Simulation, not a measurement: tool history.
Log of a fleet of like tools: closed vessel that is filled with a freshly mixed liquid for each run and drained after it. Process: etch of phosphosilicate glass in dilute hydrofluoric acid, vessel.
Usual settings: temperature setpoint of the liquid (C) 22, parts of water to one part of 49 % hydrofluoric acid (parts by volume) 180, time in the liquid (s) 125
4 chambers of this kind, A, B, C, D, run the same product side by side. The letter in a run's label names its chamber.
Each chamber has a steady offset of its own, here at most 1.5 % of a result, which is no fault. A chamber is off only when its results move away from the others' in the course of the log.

| run | hour | temperature setpoint of the liquid (C) | parts of water to one part of 49 % hydrofluoric acid (parts by volume) | time in the liquid (s) | read-back film thickness of the phosphosilicate glass reference wafer, read on the same gauge (nm) | thickness taken off the phosphosilicate glass on a monitor wafer (Å) |
|---|---|---|---|---|---|---|
| 1B | 13.6 | 22 | 180 | 125 | 30.032 | 347.62 |
| 2C | 20.8 | 22 | 180 | 125 | 29.975 | 354.68 |
| 3D | 29.2 | 22 | 180 | 125 | 30.004 | 351.95 |
| 4A | 36.4 | 22 | 180 | 125 | 29.997 | 357.66 |
| 5D | 47.9 | 24 | 180 | 125 | 29.969 | 377.49 |
| 6B | 57.9 | 24 | 180 | 125 | 30.034 | 376.92 |
| 7C | 63.7 | 24 | 180 | 125 | 30.023 | 387.18 |
| 8A | 71 | 24 | 180 | 125 | 29.99 | 373.08 |
| 9B | 78.5 | 22 | 180 | 125 | 29.994 | 344.5 |
| 10D | 90.7 | 25 | 180 | 125 | 29.996 | 397.22 |
|  | 97.1 | chamber D: hydrofluoric acid flow meter replaced |
| 11A | 97.8 | 25 | 180 | 125 | 30.022 | 390.59 |
| 12C | 106 | 25 | 180 | 125 | 29.975 | 395.2 |
| 13D | 118.4 | 25 | 180 | 125 | 30.016 | 394.36 |
|  | 127.9 | chamber A: hydrofluoric acid flow meter replaced |
| 14A | 131.4 | 22 | 180 | 125 | 29.989 | 350.98 |
| 15C | 140.6 | 22 | 270 | 170 | 29.994 | 294.11 |
| 16B | 149.2 | 22 | 270 | 170 | 30.002 | 297.01 |
| 17B | 159 | 22 | 270 | 170 | 29.997 | 300.53 |
| 18D | 166.7 | 22 | 270 | 170 | 29.995 | 291.61 |
| 19A | 173.8 | 22 | 180 | 125 | 30.04 | 347.39 |
| 20C | 180.2 | 22 | 180 | 125 | 30.003 | 358.03 |
| 21C | 190.7 | 22 | 180 | 125 | 30.037 | 359.33 |
| 22A | 197.5 | 22 | 180 | 125 | 29.984 | 354.8 |
| 23D | 204.8 | 22 | 180 | 125 | 30.014 | 353.98 |
| 24B | 216.8 | 22 | 180 | 125 | 30.018 | 365.19 |
| 25C | 225.2 | 22 | 180 | 125 | 29.985 | 350.76 |
| 26D | 238.1 | 22 | 180 | 125 | 29.995 | 350.47 |
| 27A | 247.2 | 22 | 180 | 125 | 29.97 | 355.8 |
| 28B | 256.3 | 22 | 180 | 125 | 30.021 | 382.13 |
|  | 256.7 | chamber C: hydrofluoric acid flow meter replaced |
| 29A | 265.1 | 22 | 180 | 125 | 29.998 | 354.76 |
| 30D | 278 | 22 | 180 | 125 | 30.006 | 352.88 |
| 31B | 290.2 | 22 | 180 | 125 | 30.026 | 387.14 |
| 32C | 298.6 | 22 | 180 | 125 | 30.004 | 357.51 |
| 33A | 309.9 | 22 | 180 | 125 | 29.995 | 350.09 |
| 34B | 318.8 | 22 | 180 | 125 | 30.001 | 388.87 |
| 35D | 332.5 | 22 | 180 | 125 | 29.997 | 343.19 |
| 36C | 346.2 | 17.5 | 180 | 125 | 30.022 | 297.44 |

What goes on in this fleet: one chamber off, a drifting gauge, or nothing beyond the chambers' own small offsets? Name the chamber and the cause, if any.

Chamber B drifts away from the others.
Cause: hydrofluoric acid flow above the setpoint (%) = 11.7.

Here are 4 candidates for chamber B's next run, each the usual settings with a change, their results left as question marks. Which one brings its results back in line with what the others give on the usual settings?
In line means no further than this from the other chambers' mean on the usual settings: thickness taken off the phosphosilicate glass on a monitor wafer (Å) 12
| 37B-1 | 356 | 21.5 | 195 | 125 |  | ? |
| 37B-2 | 356 | 22 | 170 | 125 |  | ? |
| 37B-3 | 356 | 22.5 | 180 | 140 |  | ? |
| 37B-4 | 356 | 20.5 | 180 | 125 |  | ? |

The other chambers' mean on the usual settings: thickness taken off the phosphosilicate glass on a monitor wafer (Å) 352.7
| run | thickness taken off the phosphosilicate glass on a monitor wafer (Å) |
|---|---|
| 37B-1 | 354.11 |
| 37B-2 | 425.07 |
| 37B-3 | 453.54 |
| 37B-4 | 374.76 |
37B-1 brings the chamber back in line.
